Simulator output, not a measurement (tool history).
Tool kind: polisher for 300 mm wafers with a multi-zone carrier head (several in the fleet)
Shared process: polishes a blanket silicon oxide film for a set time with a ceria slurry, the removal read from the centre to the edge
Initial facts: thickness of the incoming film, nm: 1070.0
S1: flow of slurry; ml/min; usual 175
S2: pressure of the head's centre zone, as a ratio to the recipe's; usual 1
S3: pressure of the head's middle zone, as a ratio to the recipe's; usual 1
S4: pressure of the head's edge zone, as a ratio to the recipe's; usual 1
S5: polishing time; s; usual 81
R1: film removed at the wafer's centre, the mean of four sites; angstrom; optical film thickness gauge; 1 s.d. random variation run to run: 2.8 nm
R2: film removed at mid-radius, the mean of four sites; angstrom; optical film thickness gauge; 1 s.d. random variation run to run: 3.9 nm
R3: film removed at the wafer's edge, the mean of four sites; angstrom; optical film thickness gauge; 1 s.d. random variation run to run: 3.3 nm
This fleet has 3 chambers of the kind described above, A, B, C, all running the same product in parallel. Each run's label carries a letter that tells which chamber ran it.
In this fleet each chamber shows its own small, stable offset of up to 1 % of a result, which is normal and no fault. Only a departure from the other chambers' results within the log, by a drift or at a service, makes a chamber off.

| run | hour | S1 | S2 | S3 | S4 | S5 | R1 | R2 | R3 |
|---|---|---|---|---|---|---|---|---|---|
|  | 0.4 | chamber C: slurry nozzle cleaned |
|  | 4.8 | chamber C: worn pad replaced by a new one |
| 1C | 10.8 | 175 | 1 | 1 | 1 | 81 | 3782.1 | 3834.9 | 3856.1 |
|  | 17.3 | chamber B: worn pad replaced by a new one |
| 2B | 18.2 | 175 | 1 | 1 | 1 | 81 | 3816.8 | 3850.1 | 3906.5 |
| 3A | 28.3 | 175 | 1 | 1 | 1 | 81 | 3841 | 3862.5 | 3882.7 |
| 4A | 41.3 | 175 | 1 | 1 | 1 | 81 | 3838.9 | 3773.8 | 3870.3 |
| 5C | 56.1 | 175 | 1 | 1 | 1 | 81 | 3784.7 | 3875.9 | 3821.4 |
| 6B | 68.9 | 175 | 1 | 1 | 1 | 81 | 3783.9 | 3785.8 | 3943.8 |
| 7A | 79.9 | 175 | 1 | 1 | 1 | 81 | 3844.3 | 3830.5 | 3860.1 |
| 8B | 86.8 | 175 | 1 | 1 | 1 | 81 | 3803.8 | 3845.8 | 3874.3 |
|  | 90.7 | chamber B: worn pad replaced by a new one |
| 9C | 99.2 | 175 | 1 | 1 | 1 | 81 | 3763 | 3888.2 | 3811.8 |
|  | 105.5 | chamber C: worn pad replaced by a new one |
| 10A | 107.4 | 175 | 1 | 1 | 1 | 81 | 3877.6 | 3860.3 | 3859.7 |
| 11C | 122.5 | 175 | 1 | 1 | 1 | 81 | 3828.7 | 3866.9 | 3917.2 |
| 12B | 135.4 | 175 | 1 | 1 | 1 | 81 | 3862.3 | 3822.7 | 3868.6 |
| 13A | 149.2 | 130 | 1 | 1 | 1 | 81 | 3544.1 | 3616.4 | 3680.4 |
| 14B | 163.6 | 130 | 1 | 1 | 1 | 81 | 3567 | 3669.9 | 3727.4 |
|  | 166 | chamber B: worn pad replaced by a new one |
| 15C | 177.5 | 130 | 1 | 1 | 1 | 81 | 3582.7 | 3612.8 | 3729.6 |
| 16A | 189.9 | 175 | 1 | 1 | 1 | 81 | 3792.5 | 3753.9 | 3857.2 |
|  | 204.8 | chamber C: worn pad replaced by a new one |
| 17B | 205.5 | 175 | 1 | 1 | 1 | 81 | 3817.9 | 3755.8 | 3867.6 |
| 18C | 219.5 | 175 | 1 | 1 | 0.89 | 106 | 4932.1 | 5082.5 | 4801.8 |
|  | 227.2 | chamber C: slurry nozzle cleaned |
|  | 227.3 | chamber B: slurry nozzle cleaned |
| 19C | 232.8 | 175 | 1 | 1 | 0.89 | 106 | 5017.2 | 4994.6 | 4750.2 |
|  | 239.6 | chamber B: worn pad replaced by a new one |
| 20B | 239.9 | 175 | 1 | 1 | 0.89 | 106 | 5048.8 | 4993.7 | 4748.5 |
| 21A | 248.8 | 175 | 1 | 1 | 1 | 81 | 3719 | 3686.4 | 3724.5 |
| 22B | 262.5 | 175 | 1 | 1 | 1 | 81 | 3808 | 3830.9 | 3818.1 |
|  | 273.1 | chamber A: centre zone pressure recalibrated |
| 23C | 274.3 | 175 | 1 | 1 | 1 | 81 | 3768.2 | 3812.3 | 3865.6 |
| 24A | 284.1 | 175 | 1 | 1 | 1 | 81 | 3753.6 | 3677.2 | 3713.8 |
|  | 295 | chamber A: slurry nozzle cleaned |
| 25A | 297.3 | 175 | 1 | 1 | 1 | 81 | 3662.9 | 3705.7 | 3737.2 |
|  | 304.6 | chamber B: worn pad replaced by a new one |
|  | 309 | chamber C: worn pad replaced by a new one |
| 26B | 309 | 175 | 1 | 1 | 1 | 81 | 3823.3 | 3784.5 | 3818.3 |
| 27C | 323.8 | 175 | 1 | 1 | 1 | 94 | 4360.2 | 4491.9 | 4469.7 |
|  | 324 | chamber B: edge zone pressure recalibrated |
| 28B | 332.2 | 175 | 1 | 1 | 1 | 94 | 4418.3 | 4409 | 4556.9 |
| 29A | 340.5 | 175 | 1 | 1 | 1 | 94 | 4195.8 | 4271 | 4263.1 |

What goes on in this fleet: one chamber off, a drifting gauge, or nothing beyond the chambers' own small offsets? Name the chamber and the cause, if any.

One chamber, A, drifts off from the rest bit by bit.
Likeliest cause: removal rate lost through wear of the pad, % = 4.9.

Which of the 4 candidates below, each the usual settings with something changed and its results left as question marks, puts chamber A back in line with what the other chambers give on the usual settings?
Maximum distance from the other chambers' mean on the usual settings for a result to count as in line: R1 97 angstrom; R2 130 angstrom; R3 120 angstrom
| 30A-1 | 351.6 | 175 | 1 | 1 | 1 | 85 | ? | ? | ? |
| 30A-2 | 351.6 | 175 | 1 | 1 | 1 | 77 | ? | ? | ? |
| 30A-3 | 351.6 | 175 | 1.01 | 0.99 | 0.99 | 73 | ? | ? | ? |
| 30A-4 | 351.6 | 175 | 0.99 | 1.01 | 1.01 | 89 | ? | ? | ? |

The other chambers' mean on the usual settings: R1 3811.7 angstrom; R2 3834.4 angstrom; R3 3873.2 angstrom
| run | R1 | R2 | R3 |
|---|---|---|---|
| 30A-1 | 3826.6 | 3797.6 | 3859.2 |
| 30A-2 | 3466.4 | 3440.2 | 3495.9 |
| 30A-3 | 3321.5 | 3231.5 | 3297.3 |
| 30A-4 | 3963.7 | 4013 | 4061.5 |
30A-1 puts the chamber back in line with the other chambers.
